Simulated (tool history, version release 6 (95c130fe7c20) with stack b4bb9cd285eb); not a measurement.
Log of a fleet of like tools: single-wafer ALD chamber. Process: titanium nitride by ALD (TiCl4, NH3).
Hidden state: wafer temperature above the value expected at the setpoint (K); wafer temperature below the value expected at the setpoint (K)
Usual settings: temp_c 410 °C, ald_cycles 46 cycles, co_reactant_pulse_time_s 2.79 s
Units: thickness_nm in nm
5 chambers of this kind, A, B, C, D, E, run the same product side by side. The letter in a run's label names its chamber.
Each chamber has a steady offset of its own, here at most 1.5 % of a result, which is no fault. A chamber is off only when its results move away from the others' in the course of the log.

| run | hour | temp_c | ald_cycles | co_reactant_pulse_time_s | hours since the last thermocouple change | read-back reference wafer on the same gauge, thickness_nm | thickness_nm |
|---|---|---|---|---|---|---|---|
| 1B | 7.1 | 410 | 46 | 2.79 | 48.2 | 1.1999 | 1.0267 |
| 2E | 10.6 | 410 | 46 | 2.79 | 1268 | 1.1997 | 1.0381 |
| 3A | 15.4 | 410 | 46 | 2.79 | 1085.2 | 1.1996 | 1.0178 |
| 4C | 20.1 | 410 | 46 | 2.79 | 260.8 | 1.1993 | 1.0271 |
| 5D | 27.4 | 410 | 46 | 2.79 | 1458.3 | 1.1995 | 1.0254 |
| 6A | 32.9 | 410 | 46 | 2.79 | 1102.7 | 1.1991 | 1.0147 |
| 7D | 37 | 410 | 46 | 2.79 | 1467.9 | 1.1991 | 1.025 |
| 8E | 44.4 | 410 | 46 | 2.79 | 1301.8 | 1.1987 | 1.0366 |
| 9B | 49.1 | 420 | 51 | 2.79 | 90.2 | 1.1988 | 1.1406 |
| 10C | 54 | 420 | 51 | 2.79 | 294.7 | 1.1985 | 1.1417 |
| 11C | 60.2 | 420 | 51 | 2.79 | 300.9 | 1.1981 | 1.14 |
| 12E | 66.5 | 420 | 51 | 2.79 | 1323.9 | 1.1984 | 1.152 |
| 13B | 71.4 | 420 | 51 | 2.79 | 112.5 | 1.1985 | 1.1433 |
| 14A | 75.1 | 410 | 46 | 2.79 | 1144.9 | 1.1982 | 1.0173 |
| 15D | 78.7 | 410 | 46 | 1.72 | 1509.6 | 1.1979 | 1.0059 |
| 16C | 85.2 | 410 | 46 | 1.72 | 325.9 | 1.1978 | 1.0068 |
| 17A | 90.3 | 410 | 46 | 1.72 | 1160.1 | 1.1978 | 0.99972 |
| 18B | 93.8 | 410 | 46 | 1.72 | 134.9 | 1.1974 | 1.0108 |
| 19E | 97.2 | 410 | 46 | 1.72 | 1354.6 | 1.1978 | 1.0183 |
| 20D | 103 | 410 | 46 | 2.79 | 1533.9 | 1.1973 | 1.0222 |
| 21C | 108 | 410 | 46 | 2.79 | 348.7 | 1.1974 | 1.0252 |
| 22A | 111.8 | 410 | 46 | 2.79 | 1181.6 | 1.1968 | 1.0151 |
| 23D | 118.2 | 410 | 46 | 2.79 | 1549.1 | 1.1973 | 1.022 |
| 24B | 122.9 | 410 | 46 | 2.79 | 164 | 1.1968 | 1.0259 |
| 25E | 126.5 | 410 | 46 | 2.79 | 1383.9 | 1.1964 | 1.035 |
| 26B | 131.9 | 410 | 46 | 2.79 | 173 | 1.1964 | 1.0242 |
| 27A | 137.4 | 410 | 46 | 2.79 | 1207.2 | 1.1969 | 1.0142 |
| 28E | 141.8 | 410 | 46 | 2.79 | 1399.2 | 1.1963 | 1.0338 |
| 29D | 145.3 | 410 | 52 | 2.79 | 1576.2 | 1.1963 | 1.1566 |
| 30C | 149.1 | 410 | 52 | 2.79 | 389.8 | 1.1965 | 1.1549 |
| 31B | 155.5 | 410 | 52 | 2.79 | 196.6 | 1.1961 | 1.1573 |
| 32A | 161.8 | 410 | 52 | 2.79 | 1231.6 | 1.1957 | 1.1464 |
| 33C | 166.7 | 410 | 52 | 2.79 | 407.4 | 1.1955 | 1.1569 |
| 34D | 173.4 | 410 | 46 | 2.79 | 1604.3 | 1.1953 | 1.0233 |
| 35E | 179.9 | 410 | 46 | 2.79 | 1437.3 | 1.1953 | 1.032 |
| 36A | 187 | 410 | 46 | 2.79 | 1256.8 | 1.1955 | 1.0115 |
| 37E | 191.7 | 410 | 46 | 2.79 | 1449.1 | 1.1953 | 1.0315 |
| 38D | 196.9 | 410 | 46 | 2.79 | 1627.8 | 1.1951 | 1.0216 |
| 39C | 204 | 410 | 46 | 2.79 | 444.7 | 1.1947 | 1.0238 |
| 40B | 210 | 410 | 46 | 2.79 | 251.1 | 1.1943 | 1.0237 |
| 41C | 217 | 410 | 46 | 2.79 | 457.7 | 1.1941 | 1.021 |
| 42E | 220.4 | 410 | 46 | 2.79 | 1477.8 | 1.1944 | 1.0298 |

All 5 chambers run these settings next. Forecast each chamber's results:
| 43A | 225.8 | 410 | 46 | 2.3 |  |  | ? |
| 43B | 225.8 | 410 | 46 | 2.3 |  |  | ? |
| 43C | 225.8 | 410 | 46 | 2.3 |  |  | ? |
| 43D | 225.8 | 410 | 46 | 2.3 |  |  | ? |
| 43E | 225.8 | 410 | 46 | 2.3 |  |  | ? |

| run | thickness_nm |
|---|---|
| 43A | 1.0064 |
| 43B | 1.0172 |
| 43C | 1.0165 |
| 43D | 1.0126 |
| 43E | 1.0285 |

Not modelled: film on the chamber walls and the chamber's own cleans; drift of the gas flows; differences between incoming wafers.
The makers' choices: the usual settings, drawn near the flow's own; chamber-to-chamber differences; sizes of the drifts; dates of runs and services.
